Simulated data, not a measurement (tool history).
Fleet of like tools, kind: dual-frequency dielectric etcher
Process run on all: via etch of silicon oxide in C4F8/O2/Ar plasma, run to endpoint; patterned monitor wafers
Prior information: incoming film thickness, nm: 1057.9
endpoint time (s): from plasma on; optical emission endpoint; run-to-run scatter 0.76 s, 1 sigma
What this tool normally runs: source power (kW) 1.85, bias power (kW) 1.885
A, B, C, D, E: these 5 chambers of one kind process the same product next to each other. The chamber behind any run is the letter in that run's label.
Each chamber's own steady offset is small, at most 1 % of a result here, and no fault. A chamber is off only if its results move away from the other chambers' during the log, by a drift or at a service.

run     day  source power (kW)  bias power (kW)  hours since the last wet clean  hours since the last source power generator calibration  hours since the last bias power generator calibration  endpoint time (s)
 1A   0.467               1.85            1.885                           115.8                                                    451.6                                                  194.2             220.04
 2C   0.975               1.85            1.885                           236.1                                                   2342.8                                                 4477.6             217.87
 3D   1.396               1.85            1.885                           546.6                                                   2026.2                                                 2406.7             218.17
      1.512  -- chamber E: source power generator calibrated
 4E     1.9               1.85            1.885                           203.5                                                      9.4                                                 4073.5             216.64
      2.154  -- chamber D: wet clean of the chamber
      2.396  -- chamber C: bias power generator calibrated
 5B   2.483               1.85            1.885                           445.5                                                   2571.1                                                 2618.7             219.45
 6D   2.871               1.85            1.885                            17.3                                                   2061.6                                                 2442.1             217.21
 7A   3.196               1.85            1.885                           181.3                                                    517.1                                                  259.7             221.03
 8E   3.683               1.85            1.885                           246.3                                                     52.2                                                 4116.3             218.81
 9B   4.338               1.85            1.885                             490                                                   2615.6                                                 2663.2             220.01
10C   4.904               1.85            1.885                           330.4                                                   2437.1                                                   60.3             218.27
11E   5.371               1.85            1.885                           286.8                                                     92.7                                                 4156.8             217.33
12C   5.825               1.85            1.885                           352.5                                                   2459.2                                                   82.4             217.34
      6.354  -- chamber B: wet clean of the chamber
13D   6.408               1.85            1.885                           102.2                                                   2146.5                                                   2527             218.89
14A   6.988               1.85            1.885                           272.3                                                    608.1                                                  350.7             220.09
      7.146  -- chamber B: bias power generator calibrated
      7.242  -- chamber D: source power generator calibrated
15B   7.404               2.11            1.726                            25.3                                                   2689.2                                                    6.2             213.95
16C   7.708               2.11            1.726                           397.7                                                   2504.4                                                  127.6             211.72
17A   8.196               2.11            1.726                           301.3                                                    637.1                                                  379.7             215.35
18B   8.725               2.11            1.726                              57                                                   2720.9                                                   37.9             213.98
19E   9.142               2.11            1.726                           377.3                                                    183.2                                                 4247.3              207.9
      9.396  -- chamber C: wet clean of the chamber
20D   9.671               1.85            1.885                           180.5                                                     58.4                                                 2605.3              219.5
21B   9.979               1.85            1.885                            87.1                                                     2751                                                     68             219.18
22D  10.296               1.85            1.885                           195.5                                                     73.4                                                 2620.3             217.66
23A  10.871               1.85            1.885                           365.5                                                    701.3                                                  443.9             221.44
24E  11.475               1.85            1.885                           433.3                                                    239.2                                                 4303.3             211.56
25C  12.067               1.85            1.885                            64.1                                                     2609                                                  232.2             217.66
26B  12.683               1.85            1.885                             152                                                   2815.9                                                  132.9             219.79
     13.083  -- chamber A: wet clean of the chamber
27C  13.321               1.85            1.885                            94.2                                                   2639.1                                                  262.3             217.29
28A  13.642               1.85            1.885                            13.5                                                    767.8                                                  510.4             220.71
29E  13.946               1.85            1.885                           492.6                                                    298.5                                                 4362.6             210.24
30D  14.275               1.85            1.885                             291                                                    168.9                                                 2715.8             217.22
31B  14.925               1.85            1.885                           205.8                                                   2869.7                                                  186.7              220.2

Predict what each chamber gives when all 5 of them run the settings below next.
32A  15.392               1.85            1.727                                                                                                                                                                  ?
32B  15.392               1.85            1.727                                                                                                                                                                  ?
32C  15.392               1.85            1.727                                                                                                                                                                  ?
32D  15.392               1.85            1.727                                                                                                                                                                  ?
32E  15.392               1.85            1.727                                                                                                                                                                  ?

run  endpoint time (s)
32A             227.31
32B             224.35
32C             224.02
32D             224.84
32E             214.37

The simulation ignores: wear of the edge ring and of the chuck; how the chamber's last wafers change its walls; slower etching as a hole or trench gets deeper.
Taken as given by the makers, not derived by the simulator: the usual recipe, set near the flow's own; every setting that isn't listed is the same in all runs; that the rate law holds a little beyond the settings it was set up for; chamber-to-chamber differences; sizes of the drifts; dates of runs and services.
